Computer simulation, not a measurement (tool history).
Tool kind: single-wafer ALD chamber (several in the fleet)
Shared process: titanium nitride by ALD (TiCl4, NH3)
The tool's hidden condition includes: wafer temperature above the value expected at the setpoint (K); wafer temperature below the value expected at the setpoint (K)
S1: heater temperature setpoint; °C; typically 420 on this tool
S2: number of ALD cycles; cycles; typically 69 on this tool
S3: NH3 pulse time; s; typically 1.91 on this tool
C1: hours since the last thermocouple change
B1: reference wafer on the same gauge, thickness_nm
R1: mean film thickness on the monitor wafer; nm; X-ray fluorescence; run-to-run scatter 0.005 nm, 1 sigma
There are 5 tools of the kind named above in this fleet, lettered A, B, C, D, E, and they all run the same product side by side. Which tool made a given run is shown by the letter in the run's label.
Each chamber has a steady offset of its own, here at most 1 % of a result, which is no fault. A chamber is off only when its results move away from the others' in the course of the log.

run 1E hour=6.4 | S1=420 S2=69 S3=1.91 | C1=511.1 | B1=1.5197 | R1=1.5209
run 2A hour=13.0 | S1=420 S2=69 S3=1.91 | C1=1640.7 | B1=1.5201 | R1=1.5201
run 3C hour=17.8 | S1=420 S2=69 S3=1.91 | C1=198.8 | B1=1.5204 | R1=1.5162
run 4B hour=22.8 | S1=420 S2=69 S3=1.91 | C1=2050.3 | B1=1.5185 | R1=1.5404
run 5D hour=27.2 | S1=420 S2=69 S3=1.91 | C1=380.1 | B1=1.5199 | R1=1.5294
run 6D hour=33.7 | S1=420 S2=74 S3=1.47 | C1=386.6 | B1=1.5195 | R1=1.6171
run 7A hour=40.7 | S1=420 S2=74 S3=1.47 | C1=1668.4 | B1=1.5194 | R1=1.6234
run 8E hour=47.5 | S1=420 S2=74 S3=1.47 | C1=552.2 | B1=1.5192 | R1=1.6249
run 9C hour=51.9 | S1=420 S2=74 S3=1.47 | C1=232.9 | B1=1.5200 | R1=1.6117
run 10B hour=60.0 | S1=420 S2=74 S3=1.47 | C1=2087.5 | B1=1.5211 | R1=1.6327
run 11C hour=66.9 | S1=420 S2=69 S3=1.91 | C1=247.9 | B1=1.5215 | R1=1.5206
run 12E hour=71.7 | S1=420 S2=69 S3=1.91 | C1=576.4 | B1=1.5203 | R1=1.5187
run 13D hour=77.9 | S1=420 S2=69 S3=1.91 | C1=430.8 | B1=1.5194 | R1=1.5182
run 14A hour=84.8 | S1=420 S2=69 S3=1.91 | C1=1712.5 | B1=1.5209 | R1=1.5274
run 15B hour=92.7 | S1=420 S2=69 S3=1.91 | C1=2120.2 | B1=1.5200 | R1=1.5330
run 16D hour=100.5 | S1=420 S2=69 S3=1.91 | C1=453.4 | B1=1.5199 | R1=1.5214
run 17E hour=107.6 | S1=420 S2=69 S3=1.91 | C1=612.3 | B1=1.5200 | R1=1.5208
run 18B hour=112.8 | S1=420 S2=69 S3=1.91 | C1=2140.3 | B1=1.5187 | R1=1.5315
run 19A hour=118.4 | S1=420 S2=69 S3=1.91 | C1=1746.1 | B1=1.5201 | R1=1.5195
run 20C hour=125.4 | S1=420 S2=69 S3=1.91 | C1=306.4 | B1=1.5208 | R1=1.5192
run 21E hour=129.5 | S1=420 S2=69 S3=1.91 | C1=634.2 | B1=1.5205 | R1=1.5202
run 22A hour=134.1 | S1=420 S2=69 S3=1.91 | C1=1761.8 | B1=1.5202 | R1=1.5284
run 23B hour=138.5 | S1=420 S2=69 S3=1.91 | C1=2166.0 | B1=1.5194 | R1=1.5329
-- hour=143.1 chamber A: thermocouple changed; heater temperature recalibrated
run 24D hour=144.8 | S1=420 S2=69 S3=1.91 | C1=497.7 | B1=1.5206 | R1=1.5181
run 25C hour=148.7 | S1=420 S2=69 S3=1.91 | C1=329.7 | B1=1.5206 | R1=1.5120
run 26B hour=156.5 | S1=420 S2=69 S3=1.91 | C1=2184.0 | B1=1.5208 | R1=1.5290
run 27D hour=163.8 | S1=420 S2=69 S3=1.91 | C1=516.7 | B1=1.5195 | R1=1.5238
run 28E hour=168.2 | S1=420 S2=69 S3=1.91 | C1=672.9 | B1=1.5210 | R1=1.5180
run 29C hour=174.4 | S1=420 S2=69 S3=1.91 | C1=355.4 | B1=1.5189 | R1=1.5179
run 30A hour=181.3 | S1=412 S2=69 S3=1.68 | C1=38.2 | B1=1.5194 | R1=1.5129
run 31A hour=185.9 | S1=412 S2=69 S3=1.68 | C1=42.8 | B1=1.5201 | R1=1.5035
run 32B hour=191.9 | S1=412 S2=69 S3=1.68 | C1=2219.4 | B1=1.5214 | R1=1.5213
run 33D hour=196.2 | S1=412 S2=69 S3=1.68 | C1=549.1 | B1=1.5197 | R1=1.5187

Which is it: a chamber that has drifted or been left off by a service, a gauge drift common to all chambers, or only each chamber's usual small offset? If a chamber is off, name it and its likeliest cause.

No chamber is off and the gauge is stable; the differences are just each chamber's small, constant offset.

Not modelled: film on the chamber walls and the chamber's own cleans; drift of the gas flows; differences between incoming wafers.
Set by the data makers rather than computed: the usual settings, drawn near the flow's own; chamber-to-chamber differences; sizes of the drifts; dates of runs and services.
